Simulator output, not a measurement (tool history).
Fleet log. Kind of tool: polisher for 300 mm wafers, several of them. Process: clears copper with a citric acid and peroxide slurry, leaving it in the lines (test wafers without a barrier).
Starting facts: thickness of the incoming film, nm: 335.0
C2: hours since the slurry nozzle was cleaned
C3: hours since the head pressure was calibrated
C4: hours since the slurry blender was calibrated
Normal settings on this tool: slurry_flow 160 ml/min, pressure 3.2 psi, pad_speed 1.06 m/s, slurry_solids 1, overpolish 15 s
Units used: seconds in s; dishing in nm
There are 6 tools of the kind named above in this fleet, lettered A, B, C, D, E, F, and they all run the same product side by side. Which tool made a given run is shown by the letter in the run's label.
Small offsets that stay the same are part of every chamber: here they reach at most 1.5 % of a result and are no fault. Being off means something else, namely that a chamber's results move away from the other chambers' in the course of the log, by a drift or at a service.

{"hour": 5.2, "done": "chamber E: worn pad replaced by a new one"}
{"run": "1E", "hour": 11.1, "slurry_flow": 160, "pressure": 3.2, "pad_speed": 1.06, "slurry_solids": 1, "overpolish": 15, "wafers polished on this pad": 34, "C2": 593.3, "C3": 464.4, "C4": 51.5, "seconds": 145.18, "dishing": 23.723}
{"run": "2F", "hour": 21.8, "slurry_flow": 160, "pressure": 3.2, "pad_speed": 1.06, "slurry_solids": 1, "overpolish": 15, "wafers polished on this pad": 336, "C2": 418.2, "C3": 276, "C4": 85, "seconds": 153.17, "dishing": 23.806}
{"run": "3D", "hour": 32.7, "slurry_flow": 160, "pressure": 3.2, "pad_speed": 1.06, "slurry_solids": 1, "overpolish": 15, "wafers polished on this pad": 338, "C2": 259.3, "C3": 405.7, "C4": 94, "seconds": 152.83, "dishing": 23.982}
{"hour": 33.7, "done": "chamber A: worn pad replaced by a new one"}
{"hour": 36.4, "done": "chamber A: head pressure recalibrated"}
{"run": "4B", "hour": 42.4, "slurry_flow": 160, "pressure": 3.2, "pad_speed": 1.06, "slurry_solids": 1, "overpolish": 15, "wafers polished on this pad": 931, "C2": 436.7, "C3": 331.6, "C4": 175.5, "seconds": 148.82, "dishing": 24.584}
{"run": "5C", "hour": 51.3, "slurry_flow": 160, "pressure": 3.2, "pad_speed": 1.06, "slurry_solids": 1, "overpolish": 15, "wafers polished on this pad": 643, "C2": 93.1, "C3": 195.9, "C4": 241.6, "seconds": 149.54, "dishing": 24.31}
{"run": "6A", "hour": 60.8, "slurry_flow": 160, "pressure": 3.2, "pad_speed": 1.06, "slurry_solids": 1, "overpolish": 15, "wafers polished on this pad": 157, "C2": 234, "C3": 24.5, "C4": 370.7, "seconds": 150.57, "dishing": 24.012}
{"hour": 62.2, "done": "chamber F: worn pad replaced by a new one"}
{"hour": 66.6, "done": "chamber C: worn pad replaced by a new one"}
{"run": "7A", "hour": 67.7, "slurry_flow": 160, "pressure": 3.2, "pad_speed": 1.06, "slurry_solids": 1, "overpolish": 15, "wafers polished on this pad": 198, "C2": 240.9, "C3": 31.4, "C4": 377.6, "seconds": 152.56, "dishing": 24.308}
{"hour": 69.3, "done": "chamber F: slurry blender recalibrated"}
{"hour": 73.2, "done": "chamber A: slurry blender recalibrated"}
{"run": "8B", "hour": 74.0, "slurry_flow": 160, "pressure": 3.2, "pad_speed": 1.06, "slurry_solids": 1, "overpolish": 15, "wafers polished on this pad": 1115, "C2": 468.3, "C3": 363.2, "C4": 207.1, "seconds": 147.47, "dishing": 23.772}
{"hour": 74.7, "done": "chamber E: slurry blender recalibrated"}
{"run": "9E", "hour": 80.6, "slurry_flow": 160, "pressure": 4.2, "pad_speed": 1.06, "slurry_solids": 1, "overpolish": 12, "wafers polished on this pad": 439, "C2": 662.8, "C3": 533.9, "C4": 6, "seconds": 115.08, "dishing": 24.939}
{"hour": 81.4, "done": "chamber B: worn pad replaced by a new one"}
{"run": "10C", "hour": 85.9, "slurry_flow": 160, "pressure": 4.2, "pad_speed": 1.06, "slurry_solids": 1, "overpolish": 12, "wafers polished on this pad": 112, "C2": 127.7, "C3": 230.5, "C4": 276.2, "seconds": 113.75, "dishing": 25.66}
{"run": "11F", "hour": 91.2, "slurry_flow": 160, "pressure": 4.2, "pad_speed": 1.06, "slurry_solids": 1, "overpolish": 12, "wafers polished on this pad": 169, "C2": 487.6, "C3": 345.4, "C4": 21.9, "seconds": 114.73, "dishing": 25.37}
{"hour": 96.8, "done": "chamber D: slurry nozzle cleaned"}
{"run": "12D", "hour": 101.6, "slurry_flow": 160, "pressure": 4.2, "pad_speed": 1.06, "slurry_solids": 1, "overpolish": 12, "wafers polished on this pad": 739, "C2": 4.8, "C3": 474.6, "C4": 162.9, "seconds": 115.57, "dishing": 25.169}
{"run": "13A", "hour": 107.9, "slurry_flow": 160, "pressure": 4.2, "pad_speed": 1.06, "slurry_solids": 1, "overpolish": 12, "wafers polished on this pad": 432, "C2": 281.1, "C3": 71.6, "C4": 34.8, "seconds": 115.5, "dishing": 25.391}
{"run": "14C", "hour": 117.4, "slurry_flow": 160, "pressure": 4.2, "pad_speed": 1.06, "slurry_solids": 1, "overpolish": 12, "wafers polished on this pad": 296, "C2": 159.2, "C3": 262, "C4": 307.7, "seconds": 114.55, "dishing": 25.969}
{"run": "15E", "hour": 122.9, "slurry_flow": 160, "pressure": 3.2, "pad_speed": 1.06, "slurry_solids": 1, "overpolish": 15, "wafers polished on this pad": 686, "C2": 705.1, "C3": 576.2, "C4": 48.3, "seconds": 146.81, "dishing": 24.056}
{"hour": 125.2, "done": "chamber C: slurry blender recalibrated"}
{"hour": 134.3, "done": "chamber E: slurry nozzle cleaned"}
{"run": "16D", "hour": 135.2, "slurry_flow": 160, "pressure": 3.2, "pad_speed": 1.06, "slurry_solids": 1, "overpolish": 15, "wafers polished on this pad": 935, "C2": 38.4, "C3": 508.2, "C4": 196.5, "seconds": 155.85, "dishing": 23.607}
{"run": "17B", "hour": 142.9, "slurry_flow": 160, "pressure": 3.2, "pad_speed": 1.06, "slurry_solids": 1, "overpolish": 15, "wafers polished on this pad": 358, "C2": 537.2, "C3": 432.1, "C4": 276, "seconds": 150.2, "dishing": 23.886}
{"hour": 145.4, "done": "chamber B: slurry blender recalibrated"}
{"run": "18F", "hour": 149.0, "slurry_flow": 160, "pressure": 3.2, "pad_speed": 1.06, "slurry_solids": 1, "overpolish": 15, "wafers polished on this pad": 505, "C2": 545.4, "C3": 403.2, "C4": 79.7, "seconds": 150.72, "dishing": 24.363}
{"run": "19F", "hour": 158.3, "slurry_flow": 160, "pressure": 3.7, "pad_speed": 1.06, "slurry_solids": 1, "overpolish": 15, "wafers polished on this pad": 559, "C2": 554.7, "C3": 412.5, "C4": 89, "seconds": 129.57, "dishing": 27.767}
{"hour": 165.7, "done": "chamber F: worn pad replaced by a new one"}
{"run": "20A", "hour": 168.8, "slurry_flow": 160, "pressure": 3.7, "pad_speed": 1.06, "slurry_solids": 1, "overpolish": 15, "wafers polished on this pad": 787, "C2": 342, "C3": 132.5, "C4": 95.7, "seconds": 132.47, "dishing": 27.14}
{"run": "21E", "hour": 176.9, "slurry_flow": 160, "pressure": 3.7, "pad_speed": 1.06, "slurry_solids": 1, "overpolish": 15, "wafers polished on this pad": 1000, "C2": 42.6, "C3": 630.2, "C4": 102.3, "seconds": 134.4, "dishing": 27.258}
{"hour": 181.6, "done": "chamber A: worn pad replaced by a new one"}
{"hour": 184.7, "done": "chamber B: head pressure recalibrated"}
{"run": "22D", "hour": 185.7, "slurry_flow": 160, "pressure": 3.7, "pad_speed": 1.06, "slurry_solids": 1, "overpolish": 15, "wafers polished on this pad": 1229, "C2": 88.9, "C3": 558.7, "C4": 247, "seconds": 134.81, "dishing": 26.977}
{"hour": 186.1, "done": "chamber E: slurry blender recalibrated"}
{"hour": 189.5, "done": "chamber E: worn pad replaced by a new one"}
{"hour": 192.4, "done": "chamber C: worn pad replaced by a new one"}
{"run": "23C", "hour": 197.5, "slurry_flow": 160, "pressure": 3.7, "pad_speed": 1.06, "slurry_solids": 1, "overpolish": 15, "wafers polished on this pad": 30, "C2": 239.3, "C3": 342.1, "C4": 72.3, "seconds": 125.1, "dishing": 28.273}
{"hour": 203.2, "done": "chamber D: head pressure recalibrated"}
{"run": "24B", "hour": 204.7, "slurry_flow": 160, "pressure": 3.7, "pad_speed": 1.06, "slurry_solids": 1, "overpolish": 15, "wafers polished on this pad": 718, "C2": 599, "C3": 20.1, "C4": 59.3, "seconds": 129.59, "dishing": 27.395}
{"hour": 213.6, "done": "chamber A: slurry nozzle cleaned"}
{"run": "25C", "hour": 215.9, "slurry_flow": 160, "pressure": 3.2, "pad_speed": 1.06, "slurry_solids": 1, "overpolish": 15, "wafers polished on this pad": 137, "C2": 257.7, "C3": 360.5, "C4": 90.7, "seconds": 150.7, "dishing": 24.646}
{"hour": 218.1, "done": "chamber F: slurry blender recalibrated"}
{"hour": 224.5, "done": "chamber D: worn pad replaced by a new one"}
{"run": "26D", "hour": 224.8, "slurry_flow": 160, "pressure": 3.2, "pad_speed": 1.06, "slurry_solids": 1, "overpolish": 15, "wafers polished on this pad": 2, "C2": 128, "C3": 21.6, "C4": 286.1, "seconds": 155.89, "dishing": 23.456}
{"run": "27F", "hour": 231.1, "slurry_flow": 160, "pressure": 3.2, "pad_speed": 1.06, "slurry_solids": 1, "overpolish": 15, "wafers polished on this pad": 380, "C2": 627.5, "C3": 485.3, "C4": 13, "seconds": 152.62, "dishing": 24.284}
{"run": "28B", "hour": 237.4, "slurry_flow": 160, "pressure": 3.2, "pad_speed": 1.06, "slurry_solids": 1, "overpolish": 15, "wafers polished on this pad": 908, "C2": 631.7, "C3": 52.8, "C4": 92, "seconds": 148.47, "dishing": 23.983}
{"run": "29E", "hour": 243.6, "slurry_flow": 160, "pressure": 3.2, "pad_speed": 1.06, "slurry_solids": 1, "overpolish": 15, "wafers polished on this pad": 315, "C2": 109.3, "C3": 696.9, "C4": 57.5, "seconds": 149.93, "dishing": 23.663}
{"run": "30A", "hour": 254.7, "slurry_flow": 160, "pressure": 3.2, "pad_speed": 1.34, "slurry_solids": 1, "overpolish": 15, "wafers polished on this pad": 426, "C2": 41.2, "C3": 218.4, "C4": 181.6, "seconds": 119.49, "dishing": 29.695}
{"run": "31D", "hour": 266.6, "slurry_flow": 160, "pressure": 3.2, "pad_speed": 1.34, "slurry_solids": 1, "overpolish": 15, "wafers polished on this pad": 245, "C2": 169.8, "C3": 63.4, "C4": 327.9, "seconds": 126.38, "dishing": 28.483}
{"hour": 272.9, "done": "chamber B: worn pad replaced by a new one"}
{"run": "32C", "hour": 275.4, "slurry_flow": 160, "pressure": 3.2, "pad_speed": 1.34, "slurry_solids": 1, "overpolish": 15, "wafers polished on this pad": 483, "C2": 317.2, "C3": 420, "C4": 150.2, "seconds": 120.92, "dishing": 30.255}
{"hour": 276.7, "done": "chamber F: worn pad replaced by a new one"}
{"run": "33B", "hour": 284.0, "slurry_flow": 160, "pressure": 3.2, "pad_speed": 1.34, "slurry_solids": 1, "overpolish": 15, "wafers polished on this pad": 64, "C2": 678.3, "C3": 99.4, "C4": 138.6, "seconds": 116.36, "dishing": 29.747}
{"hour": 291.5, "done": "chamber E: slurry blender recalibrated"}
{"hour": 292.6, "done": "chamber F: slurry nozzle cleaned"}
{"run": "34A", "hour": 293.3, "slurry_flow": 160, "pressure": 3.2, "pad_speed": 1.34, "slurry_solids": 1, "overpolish": 15, "wafers polished on this pad": 651, "C2": 79.8, "C3": 257, "C4": 220.2, "seconds": 119.91, "dishing": 29.305}
{"hour": 298.1, "done": "chamber C: worn pad replaced by a new one"}
{"run": "35E", "hour": 300.5, "slurry_flow": 160, "pressure": 3.2, "pad_speed": 1.34, "slurry_solids": 1, "overpolish": 15, "wafers polished on this pad": 646, "C2": 166.2, "C3": 753.8, "C4": 9, "seconds": 120.19, "dishing": 29.87}
{"run": "36F", "hour": 311.1, "slurry_flow": 160, "pressure": 3.2, "pad_speed": 1.06, "slurry_solids": 1, "overpolish": 15, "wafers polished on this pad": 200, "C2": 18.6, "C3": 565.3, "C4": 93, "seconds": 147.64, "dishing": 24.82}
{"hour": 312.3, "done": "chamber A: worn pad replaced by a new one"}
{"run": "37A", "hour": 320.6, "slurry_flow": 160, "pressure": 3.2, "pad_speed": 1.06, "slurry_solids": 1, "overpolish": 15, "wafers polished on this pad": 48, "C2": 107.1, "C3": 284.3, "C4": 247.5, "seconds": 151.43, "dishing": 24.186}
{"hour": 330.3, "done": "chamber F: slurry blender recalibrated"}
{"run": "38F", "hour": 332.0, "slurry_flow": 160, "pressure": 3.2, "pad_speed": 1.06, "slurry_solids": 1, "overpolish": 15, "wafers polished on this pad": 322, "C2": 39.5, "C3": 586.2, "C4": 1.7, "seconds": 147.91, "dishing": 24.401}
{"run": "39E", "hour": 340.7, "slurry_flow": 160, "pressure": 3.2, "pad_speed": 1.06, "slurry_solids": 1, "overpolish": 15, "wafers polished on this pad": 880, "C2": 206.4, "C3": 794, "C4": 49.2, "seconds": 151.78, "dishing": 23.906}
{"run": "40C", "hour": 350.5, "slurry_flow": 160, "pressure": 3.2, "pad_speed": 1.06, "slurry_solids": 1, "overpolish": 15, "wafers polished on this pad": 305, "C2": 392.3, "C3": 495.1, "C4": 225.3, "seconds": 148.46, "dishing": 24.415}
{"hour": 352.9, "done": "chamber F: head pressure recalibrated"}
{"run": "41B", "hour": 361.4, "slurry_flow": 160, "pressure": 3.2, "pad_speed": 1.06, "slurry_solids": 1, "overpolish": 15, "wafers polished on this pad": 515, "C2": 755.7, "C3": 176.8, "C4": 216, "seconds": 151.6, "dishing": 24.165}
{"run": "42D", "hour": 370.9, "slurry_flow": 160, "pressure": 3.2, "pad_speed": 1.06, "slurry_solids": 0.75, "overpolish": 15, "wafers polished on this pad": 853, "C2": 274.1, "C3": 167.7, "C4": 432.2, "seconds": 174.57, "dishing": 21.023}
{"run": "43F", "hour": 379.2, "slurry_flow": 160, "pressure": 3.2, "pad_speed": 1.06, "slurry_solids": 0.75, "overpolish": 15, "wafers polished on this pad": 597, "C2": 86.7, "C3": 26.3, "C4": 48.9, "seconds": 161.01, "dishing": 23.002}

Predict what each chamber gives when all 6 of them run the settings below next.
{"run": "44A", "hour": 388.0, "slurry_flow": 160, "pressure": 3.2, "pad_speed": 1.06, "slurry_solids": 1, "overpolish": 12, "seconds": "?", "dishing": "?"}
{"run": "44B", "hour": 388.0, "slurry_flow": 160, "pressure": 3.2, "pad_speed": 1.06, "slurry_solids": 1, "overpolish": 12, "seconds": "?", "dishing": "?"}
{"run": "44C", "hour": 388.0, "slurry_flow": 160, "pressure": 3.2, "pad_speed": 1.06, "slurry_solids": 1, "overpolish": 12, "seconds": "?", "dishing": "?"}
{"run": "44D", "hour": 388.0, "slurry_flow": 160, "pressure": 3.2, "pad_speed": 1.06, "slurry_solids": 1, "overpolish": 12, "seconds": "?", "dishing": "?"}
{"run": "44E", "hour": 388.0, "slurry_flow": 160, "pressure": 3.2, "pad_speed": 1.06, "slurry_solids": 1, "overpolish": 12, "seconds": "?", "dishing": "?"}
{"run": "44F", "hour": 388.0, "slurry_flow": 160, "pressure": 3.2, "pad_speed": 1.06, "slurry_solids": 1, "overpolish": 12, "seconds": "?", "dishing": "?"}

run=44A seconds=152.43 dishing=19.608
run=44B seconds=146.97 dishing=19.263
run=44C seconds=148.2 dishing=20.088
run=44D seconds=165.94 dishing=18.199
run=44E seconds=146.41 dishing=19.248
run=44F seconds=148.46 dishing=20.039

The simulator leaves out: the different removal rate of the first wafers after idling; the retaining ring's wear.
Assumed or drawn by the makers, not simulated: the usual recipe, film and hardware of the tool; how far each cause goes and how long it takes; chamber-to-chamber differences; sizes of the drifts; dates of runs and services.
